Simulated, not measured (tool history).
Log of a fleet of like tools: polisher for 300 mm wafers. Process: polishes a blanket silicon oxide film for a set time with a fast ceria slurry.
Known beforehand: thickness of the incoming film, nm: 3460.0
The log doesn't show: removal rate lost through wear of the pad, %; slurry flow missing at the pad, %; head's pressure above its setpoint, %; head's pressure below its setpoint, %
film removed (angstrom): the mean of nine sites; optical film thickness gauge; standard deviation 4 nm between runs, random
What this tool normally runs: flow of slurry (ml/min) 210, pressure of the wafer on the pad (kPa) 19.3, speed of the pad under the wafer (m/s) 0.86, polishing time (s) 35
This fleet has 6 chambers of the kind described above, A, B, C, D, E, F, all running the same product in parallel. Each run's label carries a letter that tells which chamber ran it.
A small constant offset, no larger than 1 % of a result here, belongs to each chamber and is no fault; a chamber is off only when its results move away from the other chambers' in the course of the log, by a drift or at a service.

run   hour  flow of slurry (ml/min)  pressure of the wafer on the pad (kPa)  speed of the pad under the wafer (m/s)  polishing time (s)  wafers polished on this pad  hours since the slurry nozzle was cleaned  hours since the head pressure was calibrated  film removed (angstrom)
 1F    2.9                      210                                    19.3                                    0.86                  35                          891                                      260.6                                          93.9                   5244.5
 2B    7.7                      210                                    19.3                                    0.86                  35                          155                                        362                                        1004.1                   5313.4
 3D   12.9                      210                                    19.3                                    0.86                  35                          510                                      224.9                                           711                   5246.6
 4C   15.5                      210                                    19.3                                    0.86                  35                          743                                      113.9                                           337                   5252.6
      16.9  -- chamber C: worn pad replaced by a new one
 5E   18.5                      210                                    19.3                                    0.86                  35                          281                                      200.3                                         199.2                   5283.6
 6A   21.9                      210                                    19.3                                    0.86                  35                          607                                      396.6                                         235.8                   5224.7
      22.1  -- chamber A: worn pad replaced by a new one
 7C   25.3                      210                                    19.3                                    0.86                  35                          109                                      123.7                                         346.8                   5195.5
 8E   29.2                      210                                    19.3                                    0.86                  35                          419                                        211                                         209.9                   5167.7
 9F   33.1                      210                                    19.3                                    0.86                  35                         1282                                      290.8                                         124.1                     5250
      33.9  -- chamber B: slurry nozzle cleaned
10D   37.8                      210                                    19.3                                    0.86                  35                          832                                      249.8                                         735.9                     5258
11A   42.2                      210                                    19.3                                    0.86                  35                          261                                      416.9                                         256.1                   5212.6
      47.1  -- chamber D: worn pad replaced by a new one
12B   47.3                      210                                    19.3                                    0.86                  35                          667                                       13.4                                        1043.7                   5323.8
13B   52.4                      210                                    13.1                                    0.86                  41                          733                                       18.5                                        1048.8                   4161.4
      52.6  -- chamber F: worn pad replaced by a new one
      52.7  -- chamber E: worn pad replaced by a new one
14C   55.3                      210                                    13.1                                    0.86                  41                          497                                      153.7                                         376.8                   4189.7
15F     61                      210                                    13.1                                    0.86                  41                          108                                      318.7                                           152                   4174.7
      64.9  -- chamber E: slurry nozzle cleaned
16D   65.7                      210                                    13.1                                    0.86                  41                          241                                      277.7                                         763.8                     4212
        68  -- chamber C: worn pad replaced by a new one
      68.1  -- chamber A: worn pad replaced by a new one
17E   69.5                      210                                    13.1                                    0.86                  41                          218                                        4.6                                         250.2                   4149.6
      70.5  -- chamber B: worn pad replaced by a new one
18A   73.3                      210                                    13.1                                    0.86                  41                           67                                        448                                         287.2                   4175.8
19F   76.9                      210                                    19.3                                    0.86                  35                          314                                      334.6                                         167.9                   5221.2
20E   80.5                      210                                    19.3                                    0.86                  35                          360                                       15.6                                         261.2                     5205
21A     84                      210                                    19.3                                    0.86                  35                          206                                      458.7                                         297.9                   5289.5
22C   88.4                      210                                    19.3                                    0.86                  35                          264                                      186.8                                         409.9                   5278.7
23D   92.7                      210                                    19.3                                    0.86                  35                          590                                      304.7                                         790.8                   5301.4
24B   97.3                      210                                    23.4                                    0.86                  35                          347                                       63.4                                        1093.7                   6395.1
25A  100.8                      210                                    23.4                                    0.86                  35                          423                                      475.5                                         314.7                   6345.4
26B    106                      210                                    23.4                                    0.86                  35                          459                                       72.1                                        1102.4                   6384.4
     108.7  -- chamber E: worn pad replaced by a new one
     109.6  -- chamber A: worn pad replaced by a new one
27F  110.9                      210                                    23.4                                    0.86                  35                          754                                      368.6                                         201.9                   6453.5
28D  116.6                      210                                    23.4                                    0.86                  35                          900                                      328.6                                         814.7                   6403.4
29C  119.2                      210                                    23.4                                    0.86                  35                          663                                      217.6                                         440.7                   6412.8
30E  123.5                      275                                    19.3                                    0.86                  35                          192                                       58.6                                         304.2                     5337
     127.5  -- chamber C: worn pad replaced by a new one
31F  127.9                      275                                    19.3                                    0.86                  35                          974                                      385.6                                         218.9                   5330.2
32B    131                      275                                    19.3                                    0.86                  35                          783                                       97.1                                        1127.4                   5472.7
33D    136                      275                                    19.3                                    0.86                  35                         1151                                        348                                         834.1                   5381.4
     137.9  -- chamber D: worn pad replaced by a new one
34A    140                      275                                    19.3                                    0.86                  35                          393                                      514.7                                         353.9                   5422.7
35C  145.2                      275                                    19.3                                    0.86                  35                          229                                      243.6                                         466.7                   5365.6
       146  -- chamber B: worn pad replaced by a new one
36E  148.7                      210                                    19.3                                    0.86                  35                          518                                       83.8                                         329.4                   5263.2
37E  151.6                      210                                    19.3                                    0.86                  35                          555                                       86.7                                         332.3                   5200.6
     154.2  -- chamber F: worn pad replaced by a new one
38F  156.7                      275                                    25.5                                    0.86                  35                           33                                      414.4                                         247.7                   7210.5
39C  160.1                      275                                    25.5                                    0.86                  35                          422                                      258.5                                         481.6                   7152.9
40B  163.6                      275                                    25.5                                    0.86                  35                          228                                      129.7                                          1160                   7113.4
41D  169.3                      275                                    25.5                                    0.86                  35                          406                                      381.3                                         867.4                   7185.7

Each of the 6 chambers runs these same settings next. Fill in every chamber's results:
42A  173.4                      210                                    25.5                                    0.86                  35                                                                                                                                              ?
42B  173.4                      210                                    25.5                                    0.86                  35                                                                                                                                              ?
42C  173.4                      210                                    25.5                                    0.86                  35                                                                                                                                              ?
42D  173.4                      210                                    25.5                                    0.86                  35                                                                                                                                              ?
42E  173.4                      210                                    25.5                                    0.86                  35                                                                                                                                              ?
42F  173.4                      210                                    25.5                                    0.86                  35                                                                                                                                              ?

run  film removed (angstrom)
42A                     6915
42B                   6940.6
42C                   6884.5
42D                   6936.9
42E                   7017.2
42F                   6968.4
